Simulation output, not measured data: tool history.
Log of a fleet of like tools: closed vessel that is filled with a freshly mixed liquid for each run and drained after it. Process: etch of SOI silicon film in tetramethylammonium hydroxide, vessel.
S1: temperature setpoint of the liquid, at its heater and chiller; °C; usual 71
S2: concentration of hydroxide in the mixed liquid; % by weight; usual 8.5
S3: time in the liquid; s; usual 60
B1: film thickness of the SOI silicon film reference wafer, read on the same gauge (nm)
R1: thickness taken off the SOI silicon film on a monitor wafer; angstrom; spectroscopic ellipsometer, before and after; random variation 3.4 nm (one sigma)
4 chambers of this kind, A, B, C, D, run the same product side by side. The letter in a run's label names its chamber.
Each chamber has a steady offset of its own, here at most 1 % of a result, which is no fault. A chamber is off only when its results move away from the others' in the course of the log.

{"run": "1A", "hour": 13.7, "S1": 71, "S2": 8.5, "S3": 60, "B1": 49.987, "R1": 4848.8}
{"run": "2B", "hour": 21.0, "S1": 71, "S2": 8.5, "S3": 60, "B1": 50.002, "R1": 4889.7}
{"hour": 21.9, "done": "chamber B: thermometer replaced"}
{"run": "3D", "hour": 30.6, "S1": 71, "S2": 8.5, "S3": 60, "B1": 49.985, "R1": 4899.4}
{"run": "4C", "hour": 39.9, "S1": 71, "S2": 8.5, "S3": 60, "B1": 50.024, "R1": 4890.4}
{"run": "5C", "hour": 49.1, "S1": 71, "S2": 8.5, "S3": 60, "B1": 49.982, "R1": 4882.6}
{"run": "6D", "hour": 57.7, "S1": 71, "S2": 8.5, "S3": 60, "B1": 49.985, "R1": 4926.1}
{"run": "7B", "hour": 64.3, "S1": 71, "S2": 8.5, "S3": 60, "B1": 49.993, "R1": 4892.2}
{"run": "8A", "hour": 73.6, "S1": 71, "S2": 8.5, "S3": 60, "B1": 49.979, "R1": 4915.7}
{"run": "9C", "hour": 85.5, "S1": 71, "S2": 8.5, "S3": 60, "B1": 50.023, "R1": 4980.1}
{"run": "10A", "hour": 91.8, "S1": 71, "S2": 8.5, "S3": 60, "B1": 50.032, "R1": 4892.6}
{"run": "11D", "hour": 101.8, "S1": 71, "S2": 8.5, "S3": 60, "B1": 50.014, "R1": 4902.6}
{"run": "12B", "hour": 108.2, "S1": 71, "S2": 8.5, "S3": 60, "B1": 50.016, "R1": 4859.9}
{"run": "13D", "hour": 117.9, "S1": 71, "S2": 9.5, "S3": 80, "B1": 49.984, "R1": 6346.8}
{"run": "14A", "hour": 126.7, "S1": 71, "S2": 9.5, "S3": 80, "B1": 49.978, "R1": 6309.5}
{"run": "15B", "hour": 137.3, "S1": 71, "S2": 9.5, "S3": 80, "B1": 50.013, "R1": 6268.4}
{"run": "16C", "hour": 150.8, "S1": 71, "S2": 9.5, "S3": 80, "B1": 50.014, "R1": 6275.3}
{"run": "17B", "hour": 158.8, "S1": 64, "S2": 8.5, "S3": 40, "B1": 50.003, "R1": 2126}
{"run": "18C", "hour": 169.2, "S1": 64, "S2": 8.5, "S3": 40, "B1": 50.022, "R1": 2188.7}
{"run": "19D", "hour": 181.7, "S1": 64, "S2": 8.5, "S3": 40, "B1": 50, "R1": 2159.8}
{"run": "20A", "hour": 195.5, "S1": 64, "S2": 8.5, "S3": 40, "B1": 49.998, "R1": 2211.5}
{"run": "21A", "hour": 208.3, "S1": 71, "S2": 8.5, "S3": 60, "B1": 49.99, "R1": 4978}
{"run": "22B", "hour": 219.0, "S1": 71, "S2": 8.5, "S3": 60, "B1": 50.004, "R1": 4936.1}
{"run": "23D", "hour": 231.5, "S1": 71, "S2": 8.5, "S3": 60, "B1": 50.005, "R1": 4897.7}
{"run": "24C", "hour": 245.2, "S1": 71, "S2": 10, "S3": 60, "B1": 49.994, "R1": 4615.1}
{"run": "25C", "hour": 251.3, "S1": 71, "S2": 10, "S3": 60, "B1": 49.985, "R1": 4631}
{"run": "26B", "hour": 259.1, "S1": 71, "S2": 10, "S3": 60, "B1": 49.981, "R1": 4651.4}
{"run": "27A", "hour": 266.4, "S1": 71, "S2": 10, "S3": 60, "B1": 50.02, "R1": 4797.4}
{"run": "28D", "hour": 275.7, "S1": 71, "S2": 8.5, "S3": 60, "B1": 50.03, "R1": 4937.4}
{"run": "29A", "hour": 286.6, "S1": 71, "S2": 8.5, "S3": 60, "B1": 49.977, "R1": 5189.1}

Next, every chamber runs the same settings. What will each give?
{"run": "30A", "hour": 296.5, "S1": 71, "S2": 8.5, "S3": 60, "R1": "?"}
{"run": "30B", "hour": 296.5, "S1": 71, "S2": 8.5, "S3": 60, "R1": "?"}
{"run": "30C", "hour": 296.5, "S1": 71, "S2": 8.5, "S3": 60, "R1": "?"}
{"run": "30D", "hour": 296.5, "S1": 71, "S2": 8.5, "S3": 60, "R1": "?"}

run=30A R1=5155.6
run=30B R1=4879.4
run=30C R1=4928.9
run=30D R1=4893.7

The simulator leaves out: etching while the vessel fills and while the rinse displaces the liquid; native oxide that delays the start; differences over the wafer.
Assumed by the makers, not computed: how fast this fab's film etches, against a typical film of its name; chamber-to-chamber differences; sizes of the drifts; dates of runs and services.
